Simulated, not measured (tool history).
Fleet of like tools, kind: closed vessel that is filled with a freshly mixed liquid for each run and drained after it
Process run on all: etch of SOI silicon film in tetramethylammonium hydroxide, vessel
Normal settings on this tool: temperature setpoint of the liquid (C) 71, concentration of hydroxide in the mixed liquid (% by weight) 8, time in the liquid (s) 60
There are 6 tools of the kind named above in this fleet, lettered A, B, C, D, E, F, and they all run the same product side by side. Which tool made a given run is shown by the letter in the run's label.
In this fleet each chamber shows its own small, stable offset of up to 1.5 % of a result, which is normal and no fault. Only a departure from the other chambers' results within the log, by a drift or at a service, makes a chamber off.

| run | hour | temperature setpoint of the liquid (C) | concentration of hydroxide in the mixed liquid (% by weight) | time in the liquid (s) | read-back film thickness of the SOI silicon film reference wafer, read on the same gauge (nm) | thickness taken off the SOI silicon film on a monitor wafer (nm) |
|---|---|---|---|---|---|---|
| 1A | 5.1 | 71 | 8 | 60 | 90.003 | 476.21 |
| 2E | 8.9 | 71 | 8 | 60 | 90 | 475.54 |
| 3B | 13.8 | 71 | 8 | 60 | 89.992 | 475.41 |
| 4D | 19.2 | 71 | 8 | 60 | 89.997 | 463.88 |
| 5C | 25.6 | 71 | 8 | 60 | 90.005 | 472.87 |
|  | 27.5 | chamber B: thermometer replaced |
| 6F | 31.7 | 71 | 8 | 60 | 90.008 | 479.49 |
| 7B | 36 | 71 | 8 | 60 | 90.028 | 481.84 |
| 8F | 41.3 | 71 | 8 | 60 | 90.02 | 474.14 |
| 9A | 44.1 | 71 | 8 | 60 | 89.985 | 484.32 |
| 10E | 49.4 | 71 | 6 | 95 | 90.013 | 809.67 |
| 11C | 53.3 | 71 | 6 | 95 | 89.982 | 811.51 |
| 12D | 58.9 | 71 | 6 | 95 | 90.012 | 808.12 |
| 13D | 64.1 | 71 | 6 | 95 | 89.997 | 811.19 |
| 14C | 70.4 | 71 | 6 | 95 | 89.994 | 801.21 |
| 15A | 75.9 | 71 | 6 | 95 | 90.023 | 812.39 |
| 16E | 80.2 | 71 | 8 | 60 | 89.988 | 477.43 |
| 17B | 86.2 | 71 | 8 | 60 | 89.974 | 480.92 |
| 18F | 89.1 | 71 | 7 | 60 | 89.999 | 493.52 |
| 19B | 94.8 | 71 | 7 | 60 | 90.01 | 505.03 |
| 20E | 99.4 | 71 | 7 | 60 | 89.976 | 501.36 |
| 21D | 102.4 | 71 | 7 | 60 | 89.992 | 489.78 |
| 22F | 107 | 71 | 7 | 60 | 89.998 | 490.23 |
| 23C | 110.6 | 71 | 7 | 60 | 90.005 | 491.57 |
|  | 111.8 | chamber C: thermometer replaced |
| 24A | 116.1 | 71 | 8 | 60 | 89.999 | 475.21 |
| 25A | 120.2 | 71 | 8 | 40 | 90.013 | 317.55 |
| 26E | 123.3 | 71 | 8 | 40 | 90.021 | 322.54 |
| 27F | 128.2 | 71 | 8 | 40 | 90.006 | 318.77 |
| 28B | 132.7 | 71 | 8 | 40 | 90.018 | 319.56 |
| 29D | 138 | 71 | 8 | 40 | 90.006 | 312.8 |
| 30C | 143.7 | 71 | 8 | 40 | 90.01 | 310.76 |
| 31E | 148.8 | 71 | 8 | 60 | 90.015 | 477.65 |
| 32F | 155 | 71 | 8 | 60 | 90.007 | 468.05 |
| 33A | 161.5 | 71 | 8 | 60 | 89.983 | 474.11 |
| 34B | 166.6 | 71 | 8 | 60 | 89.988 | 473.31 |
| 35D | 172.5 | 71 | 8 | 60 | 90.008 | 471.69 |
| 36C | 177 | 71 | 8 | 60 | 90.003 | 474.15 |
| 37B | 182.5 | 71 | 8 | 60 | 89.978 | 473.91 |
| 38C | 187 | 71 | 8 | 60 | 89.994 | 470.17 |
| 39E | 193 | 71 | 8 | 60 | 90 | 478.67 |
| 40A | 198.4 | 71 | 8 | 60 | 89.987 | 477.61 |
| 41F | 202 | 71 | 8 | 60 | 90.014 | 469.41 |
| 42D | 204.9 | 71 | 8 | 60 | 90.007 | 465.22 |
| 43F | 208.1 | 71 | 8 | 60 | 89.981 | 477.63 |
| 44A | 212.6 | 71 | 8 | 60 | 90.024 | 471.53 |

Has any chamber moved away from the others, gradually or after a service, or does the common gauge drift, or do the chambers differ only by their own small steady offsets? State the chamber and the most likely cause if one applies.

All chambers stay in line apart from their small fixed offsets, and the gauge does not drift.

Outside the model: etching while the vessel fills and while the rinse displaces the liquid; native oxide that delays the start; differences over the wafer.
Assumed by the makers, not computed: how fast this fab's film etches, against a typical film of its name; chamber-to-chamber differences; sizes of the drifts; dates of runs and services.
